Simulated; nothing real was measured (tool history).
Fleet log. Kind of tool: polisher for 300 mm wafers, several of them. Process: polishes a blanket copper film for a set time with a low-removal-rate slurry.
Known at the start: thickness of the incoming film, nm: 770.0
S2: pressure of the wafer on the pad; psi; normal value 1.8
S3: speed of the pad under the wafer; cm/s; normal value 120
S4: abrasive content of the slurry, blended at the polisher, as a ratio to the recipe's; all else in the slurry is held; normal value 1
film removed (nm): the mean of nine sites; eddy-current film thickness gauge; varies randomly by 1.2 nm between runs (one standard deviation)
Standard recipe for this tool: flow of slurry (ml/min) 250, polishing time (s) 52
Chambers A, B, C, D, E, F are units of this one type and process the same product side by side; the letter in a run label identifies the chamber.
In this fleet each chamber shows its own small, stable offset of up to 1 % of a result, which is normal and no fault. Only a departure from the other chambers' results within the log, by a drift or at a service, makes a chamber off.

At hour 2.8: chamber B: worn pad replaced by a new one.
At hour 7.7: chamber D: slurry nozzle cleaned.
Run 1A, hour 10.8: usual settings. Result: film removed (nm) 94.095.
At hour 13.1: chamber A: worn pad replaced by a new one.
Run 2B, hour 17.6: usual settings. Result: film removed (nm) 91.499.
Run 3C, hour 24.3: usual settings. Result: film removed (nm) 93.5.
At hour 24.4: chamber D: worn pad replaced by a new one.
Run 4E, hour 37.7: usual settings. Result: film removed (nm) 92.362.
At hour 41.2: chamber C: worn pad replaced by a new one.
Run 5F, hour 46.7: usual settings. Result: film removed (nm) 91.209.
At hour 51.8: chamber C: slurry blender recalibrated.
Run 6D, hour 54.8: usual settings. Result: film removed (nm) 95.526.
At hour 60.8: chamber D: slurry blender recalibrated.
Run 7A, hour 65.6: usual settings. Result: film removed (nm) 93.434.
At hour 72.7: chamber E: slurry nozzle cleaned.
At hour 77.6: chamber F: worn pad replaced by a new one.
Run 8F, hour 79.1: usual settings. Result: film removed (nm) 94.108.
At hour 86.3: chamber E: worn pad replaced by a new one.
Run 9B, hour 87.1: usual settings but S3 104 cm/s, polishing time (s) 45. Result: film removed (nm) 69.618.
At hour 93.2: chamber B: worn pad replaced by a new one.
At hour 93.7: chamber D: worn pad replaced by a new one.
Run 10C, hour 98.8: usual settings but S3 104 cm/s, polishing time (s) 45. Result: film removed (nm) 68.983.
At hour 102: chamber A: worn pad replaced by a new one.
At hour 102.1: chamber F: slurry blender recalibrated.
Run 11E, hour 106.6: usual settings but S3 104 cm/s, polishing time (s) 45. Result: film removed (nm) 69.606.
At hour 110: chamber C: worn pad replaced by a new one.
Run 12D, hour 113.6: usual settings but S3 104 cm/s, polishing time (s) 45. Result: film removed (nm) 70.199.
Run 13A, hour 126.7: usual settings but S3 104 cm/s, polishing time (s) 45. Result: film removed (nm) 69.908.
Run 14C, hour 134.8: usual settings but S3 104 cm/s, polishing time (s) 45. Result: film removed (nm) 69.236.
At hour 136.1: chamber E: slurry blender recalibrated.
Run 15F, hour 148.8: usual settings. Result: film removed (nm) 93.582.
Run 16B, hour 157.6: usual settings. Result: film removed (nm) 90.801.
At hour 161.2: chamber F: worn pad replaced by a new one.
At hour 164.4: chamber B: slurry blender recalibrated.
At hour 170.4: chamber D: worn pad replaced by a new one.
Run 17D, hour 170.6: usual settings. Result: film removed (nm) 93.127.
At hour 173.4: chamber B: worn pad replaced by a new one.
At hour 180.1: chamber E: worn pad replaced by a new one.
At hour 181.8: chamber A: worn pad replaced by a new one.
Run 18E, hour 185.1: usual settings. Result: film removed (nm) 93.204.
At hour 186.3: chamber C: worn pad replaced by a new one.
Run 19F, hour 191.8: usual settings. Result: film removed (nm) 91.999.
At hour 192: chamber A: slurry nozzle cleaned.
At hour 194.7: chamber F: slurry nozzle cleaned.
Run 20B, hour 206.7: usual settings but S3 82 cm/s, S4 0.9. Result: film removed (nm) 62.022.
At hour 214.8: chamber A: slurry blender recalibrated.
Run 21C, hour 215.6: usual settings but S3 82 cm/s, S4 0.9. Result: film removed (nm) 61.812.
Run 22A, hour 222.7: usual settings but S3 82 cm/s, S4 0.9. Result: film removed (nm) 63.291.
Run 23D, hour 237.3: usual settings but S3 82 cm/s, S4 0.9. Result: film removed (nm) 60.203.
At hour 237.8: chamber F: worn pad replaced by a new one.
At hour 242.3: chamber D: worn pad replaced by a new one.
Run 24E, hour 247.7: usual settings but S3 82 cm/s, S4 0.9. Result: film removed (nm) 61.929.
At hour 258.1: chamber A: worn pad replaced by a new one.
Run 25D, hour 260.2: usual settings but S3 82 cm/s, S4 0.9. Result: film removed (nm) 58.065.
At hour 261.2: chamber B: worn pad replaced by a new one.
At hour 261.4: chamber B: slurry nozzle cleaned.
At hour 262: chamber E: worn pad replaced by a new one.
At hour 268.3: chamber C: worn pad replaced by a new one.
Run 26C, hour 272.1: usual settings. Result: film removed (nm) 94.263.
At hour 277.8: chamber A: head pressure recalibrated.
Run 27F, hour 279.3: usual settings. Result: film removed (nm) 95.478.
Run 28B, hour 291.1: usual settings. Result: film removed (nm) 93.06.
Run 29E, hour 299.6: usual settings. Result: film removed (nm) 90.888.
At hour 301.5: chamber C: slurry nozzle cleaned.
At hour 306.2: chamber F: worn pad replaced by a new one.
Run 30A, hour 311: usual settings. Result: film removed (nm) 95.896.
Run 31B, hour 320.9: usual settings. Result: film removed (nm) 94.724.
At hour 328.2: chamber D: worn pad replaced by a new one.
Run 32F, hour 331.9: usual settings. Result: film removed (nm) 92.379.
At hour 339.2: chamber A: worn pad replaced by a new one.
At hour 340.1: chamber E: worn pad replaced by a new one.
At hour 343: chamber B: worn pad replaced by a new one.
Run 33D, hour 346.7: usual settings. Result: film removed (nm) 85.629.
At hour 356: chamber C: worn pad replaced by a new one.
Run 34A, hour 360.1: usual settings. Result: film removed (nm) 92.163.
Run 35C, hour 368: usual settings. Result: film removed (nm) 92.526.
At hour 372.1: chamber B: slurry blender recalibrated.
At hour 377: chamber F: worn pad replaced by a new one.
Run 36E, hour 380.9: usual settings. Result: film removed (nm) 90.949.
Run 37B, hour 393.4: usual settings but S2 2.1 psi, S4 1.1. Result: film removed (nm) 113.06.
Run 38F, hour 400: usual settings but S2 2.1 psi, S4 1.1. Result: film removed (nm) 113.59.

Predict what each chamber gives when all 6 of them run the settings below next.
Run 39A, hour 410.9: usual settings but S3 96 cm/s. Result: film removed (nm) ?.
Run 39B, hour 410.9: usual settings but S3 96 cm/s. Result: film removed (nm) ?.
Run 39C, hour 410.9: usual settings but S3 96 cm/s. Result: film removed (nm) ?.
Run 39D, hour 410.9: usual settings but S3 96 cm/s. Result: film removed (nm) ?.
Run 39E, hour 410.9: usual settings but S3 96 cm/s. Result: film removed (nm) ?.
Run 39F, hour 410.9: usual settings but S3 96 cm/s. Result: film removed (nm) ?.

run  film removed (nm)
39A              75.36
39B             74.777
39C             74.966
39D             65.114
39E             74.484
39F             73.211
